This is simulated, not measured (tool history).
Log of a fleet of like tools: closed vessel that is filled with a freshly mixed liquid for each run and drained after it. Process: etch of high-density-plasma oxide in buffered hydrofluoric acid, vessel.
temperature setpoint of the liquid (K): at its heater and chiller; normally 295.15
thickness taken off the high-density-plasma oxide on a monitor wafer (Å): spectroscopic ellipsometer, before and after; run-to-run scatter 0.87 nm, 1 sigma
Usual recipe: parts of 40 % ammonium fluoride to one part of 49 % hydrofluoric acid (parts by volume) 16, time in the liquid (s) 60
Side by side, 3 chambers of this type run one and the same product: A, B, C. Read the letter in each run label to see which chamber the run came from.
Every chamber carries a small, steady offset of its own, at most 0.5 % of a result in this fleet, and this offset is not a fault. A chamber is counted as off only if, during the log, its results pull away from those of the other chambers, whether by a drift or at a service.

run   hour  temperature setpoint of the liquid (K)  parts of 40 % ammonium fluoride to one part of 49 % hydrofluoric acid (parts by volume)  time in the liquid (s)  hours since the thermometer was replaced  hours since the hydrofluoric acid flow meter was replaced  read-back film thickness of the high-density-plasma oxide reference wafer, read on the same gauge (nm)  thickness taken off the high-density-plasma oxide on a monitor wafer (Å)
 1B    5.3                                  295.15                                                                                       16                      60                                      67.2                                                     1896.5                                                                                                  30.013                                                                    943.49
 2A   14.2                                  295.15                                                                                       16                      60                                    1238.3                                                      205.3                                                                                                  29.965                                                                    924.32
 3C   19.2                                  295.15                                                                                       16                      60                                     573.1                                                     1154.5                                                                                                  29.990                                                                    905.30
 4A   28.3                                  295.15                                                                                       16                      60                                    1252.4                                                      219.4                                                                                                  29.988                                                                    926.57
 5C   35.1                                  295.15                                                                                       16                      60                                     589.0                                                     1170.4                                                                                                  29.992                                                                    960.06
 6B   44.2                                  295.15                                                                                       16                      60                                     106.1                                                     1935.4                                                                                                  29.984                                                                    928.70
 7B   53.1                                  295.15                                                                                       16                      60                                     115.0                                                     1944.3                                                                                                  30.027                                                                    917.20
 8C   62.6                                  293.15                                                                                       11                      60                                     616.5                                                     1197.9                                                                                                  29.959                                                                   1228.10
 9A   68.1                                  293.15                                                                                       11                      60                                    1292.2                                                      259.2                                                                                                  29.997                                                                   1212.40
10A   75.3                                  293.15                                                                                       11                      60                                    1299.4                                                      266.4                                                                                                  30.012                                                                   1208.80
11C   83.5                                  295.15                                                                                       16                      60                                     637.4                                                     1218.8                                                                                                  30.031                                                                    991.71
12B   93.1                                  295.15                                                                                       16                      60                                     155.0                                                     1984.3                                                                                                  30.005                                                                    926.94
13B  100.2                                  295.15                                                                                       16                      60                                     162.1                                                     1991.4                                                                                                  29.996                                                                    933.27
14C  106.8                                  295.15                                                                                       16                      60                                     660.7                                                     1242.1                                                                                                  30.005                                                                   1007.20
     109.6  -- chamber C: hydrofluoric acid flow meter replaced
15A  115.6                                  291.15                                                                                       21                      60                                    1339.7                                                      306.7                                                                                                  30.003                                                                    569.54
16B  122.0                                  291.15                                                                                       21                      60                                     183.9                                                     2013.2                                                                                                  30.016                                                                    572.07
17A  126.9                                  291.15                                                                                       21                      60                                    1351.0                                                      318.0                                                                                                  30.011                                                                    573.32
18C  133.1                                  295.15                                                                                       16                      60                                     687.0                                                       23.6                                                                                                  30.002                                                                   1035.20
19A  140.3                                  295.15                                                                                       16                      60                                    1364.4                                                      331.4                                                                                                  29.986                                                                    919.79
20B  147.2                                  295.15                                                                                       16                      60                                     209.1                                                     2038.4                                                                                                  29.966                                                                    942.83

Which is it: a chamber that has drifted or been left off by a service, a gauge drift common to all chambers, or only each chamber's usual small offset? If a chamber is off, name it and its likeliest cause.

Little by little, chamber C moves away from the other chambers.
What lies behind it: liquid hotter than its thermometer reads (K) = 2.38.

Chamber C could run next with any of the 4 candidate recipes listed below; each alters the usual settings, and their results appear as question marks. Which one brings its results back in line with what the other chambers deliver on the usual settings?
A result is in line if it is within this distance of the other chambers' mean on the usual settings: thickness taken off the high-density-plasma oxide on a monitor wafer (Å) 30.00
21C-1  154.2                                  294.15                                                                                     16.0                      60                                                                                                                                                                                                                                                                                      ?
21C-2  154.2                                  296.15                                                                                     16.0                      60                                                                                                                                                                                                                                                                                      ?
21C-3  154.2                                  295.65                                                                                     15.5                      65                                                                                                                                                                                                                                                                                      ?
21C-4  154.2                                  295.15                                                                                     16.5                      55                                                                                                                                                                                                                                                                                      ?

Other chambers, usual settings, mean: thickness taken off the high-density-plasma oxide on a monitor wafer (Å) 927.43
  run  thickness taken off the high-density-plasma oxide on a monitor wafer (Å)
21C-1                                                                    994.66
21C-2                                                                   1111.00
21C-3                                                                   1207.50
21C-4                                                                    935.15
21C-4 brings the chamber back in line.
